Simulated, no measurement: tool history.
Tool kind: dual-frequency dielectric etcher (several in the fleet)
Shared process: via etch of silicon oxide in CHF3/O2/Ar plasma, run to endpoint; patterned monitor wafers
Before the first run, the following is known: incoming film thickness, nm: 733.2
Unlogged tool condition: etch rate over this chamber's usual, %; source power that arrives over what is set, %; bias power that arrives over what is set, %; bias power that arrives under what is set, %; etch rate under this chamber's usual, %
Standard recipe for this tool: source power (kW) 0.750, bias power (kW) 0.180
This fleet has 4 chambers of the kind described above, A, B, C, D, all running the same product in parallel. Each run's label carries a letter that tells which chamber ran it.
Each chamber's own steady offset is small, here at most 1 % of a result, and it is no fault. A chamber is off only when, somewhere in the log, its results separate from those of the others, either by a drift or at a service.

| run | hour | source power (kW) | bias power (kW) | hours since the last wet clean | hours since the last source power generator calibration | hours since the last bias power generator calibration | endpoint time (s) |
|---|---|---|---|---|---|---|---|
| 1A | 6.2 | 0.750 | 0.180 | 133.1 | 702.1 | 865.5 | 338.64 |
| 2D | 13.7 | 0.750 | 0.180 | 278.7 | 1941.0 | 3534.6 | 340.35 |
| 3B | 25.6 | 0.750 | 0.180 | 132.2 | 543.8 | 641.8 | 340.75 |
| 4C | 33.0 | 0.750 | 0.180 | 225.2 | 1389.4 | 643.1 | 341.56 |
| 5C | 44.6 | 0.750 | 0.180 | 236.8 | 1401.0 | 654.7 | 338.12 |
| 6D | 54.2 | 0.750 | 0.180 | 319.2 | 1981.5 | 3575.1 | 340.76 |
| 7B | 64.5 | 0.750 | 0.180 | 171.1 | 582.7 | 680.7 | 342.84 |
| 8A | 73.9 | 0.750 | 0.180 | 200.8 | 769.8 | 933.2 | 341.09 |
| 9A | 87.0 | 0.750 | 0.180 | 213.9 | 782.9 | 946.3 | 339.60 |
| 10D | 93.2 | 0.750 | 0.180 | 358.2 | 2020.5 | 3614.1 | 340.44 |
| 11C | 101.0 | 0.750 | 0.180 | 293.2 | 1457.4 | 711.1 | 338.55 |
| 12B | 107.6 | 0.750 | 0.180 | 214.2 | 625.8 | 723.8 | 344.36 |
| 13B | 118.1 | 0.750 | 0.180 | 224.7 | 636.3 | 734.3 | 341.96 |
| 14A | 130.8 | 0.750 | 0.180 | 257.7 | 826.7 | 990.1 | 341.44 |
| 15D | 138.9 | 0.750 | 0.180 | 403.9 | 2066.2 | 3659.8 | 338.70 |
| 16C | 148.8 | 0.750 | 0.180 | 341.0 | 1505.2 | 758.9 | 341.10 |
| 17D | 157.0 | 0.890 | 0.180 | 422.0 | 2084.3 | 3677.9 | 317.35 |
| 18C | 165.6 | 0.890 | 0.180 | 357.8 | 1522.0 | 775.7 | 319.72 |
|  | 172.3 | chamber D: wet clean of the chamber |
| 19B | 172.5 | 0.890 | 0.180 | 279.1 | 690.7 | 788.7 | 320.70 |
| 20A | 183.8 | 0.890 | 0.180 | 310.7 | 879.7 | 1043.1 | 320.46 |
| 21A | 191.0 | 0.900 | 0.180 | 317.9 | 886.9 | 1050.3 | 316.35 |
| 22D | 197.7 | 0.900 | 0.180 | 25.5 | 2125.0 | 3718.6 | 328.55 |
| 23B | 209.8 | 0.900 | 0.180 | 316.4 | 728.0 | 826.0 | 320.10 |
| 24C | 216.2 | 0.900 | 0.180 | 408.4 | 1572.6 | 826.3 | 317.12 |
|  | 227.9 | chamber C: wet clean of the chamber |
| 25C | 229.2 | 0.750 | 0.180 | 1.4 | 1585.6 | 839.3 | 343.88 |
| 26A | 236.2 | 0.750 | 0.180 | 363.1 | 932.1 | 1095.5 | 339.15 |
| 27B | 243.9 | 0.750 | 0.180 | 350.5 | 762.1 | 860.1 | 342.81 |
| 28D | 254.2 | 0.750 | 0.180 | 82.0 | 2181.5 | 3775.1 | 352.22 |
| 29C | 259.9 | 0.750 | 0.180 | 32.1 | 1616.3 | 870.0 | 343.29 |
| 30A | 271.4 | 0.750 | 0.180 | 398.3 | 967.3 | 1130.7 | 339.72 |
| 31D | 277.9 | 0.750 | 0.180 | 105.7 | 2205.2 | 3798.8 | 354.90 |
| 32B | 287.7 | 0.750 | 0.180 | 394.3 | 805.9 | 903.9 | 344.35 |
|  | 292.0 | chamber D: bias power generator calibrated |
| 33A | 300.6 | 0.750 | 0.180 | 427.5 | 996.5 | 1159.9 | 337.93 |
| 34D | 311.5 | 0.750 | 0.180 | 139.3 | 2238.8 | 19.5 | 351.24 |
| 35B | 318.2 | 0.680 | 0.152 | 424.8 | 836.4 | 934.4 | 375.86 |
| 36C | 329.9 | 0.680 | 0.152 | 102.1 | 1686.3 | 940.0 | 375.79 |
| 37B | 336.9 | 0.680 | 0.152 | 443.5 | 855.1 | 953.1 | 375.56 |
| 38D | 349.8 | 0.680 | 0.152 | 177.6 | 2277.1 | 57.8 | 385.24 |
| 39A | 361.7 | 0.750 | 0.180 | 488.6 | 1057.6 | 1221.0 | 339.06 |
| 40C | 374.1 | 0.750 | 0.180 | 146.3 | 1730.5 | 984.2 | 341.30 |

Next, all 4 chambers run the settings below, one line each with question marks for the results. What does each chamber give?
| 41A | 383.5 | 0.750 | 0.164 |  |  |  | ? |
| 41B | 383.5 | 0.750 | 0.164 |  |  |  | ? |
| 41C | 383.5 | 0.750 | 0.164 |  |  |  | ? |
| 41D | 383.5 | 0.750 | 0.164 |  |  |  | ? |

| run | endpoint time (s) |
|---|---|
| 41A | 349.63 |
| 41B | 353.33 |
| 41C | 351.65 |
| 41D | 362.72 |
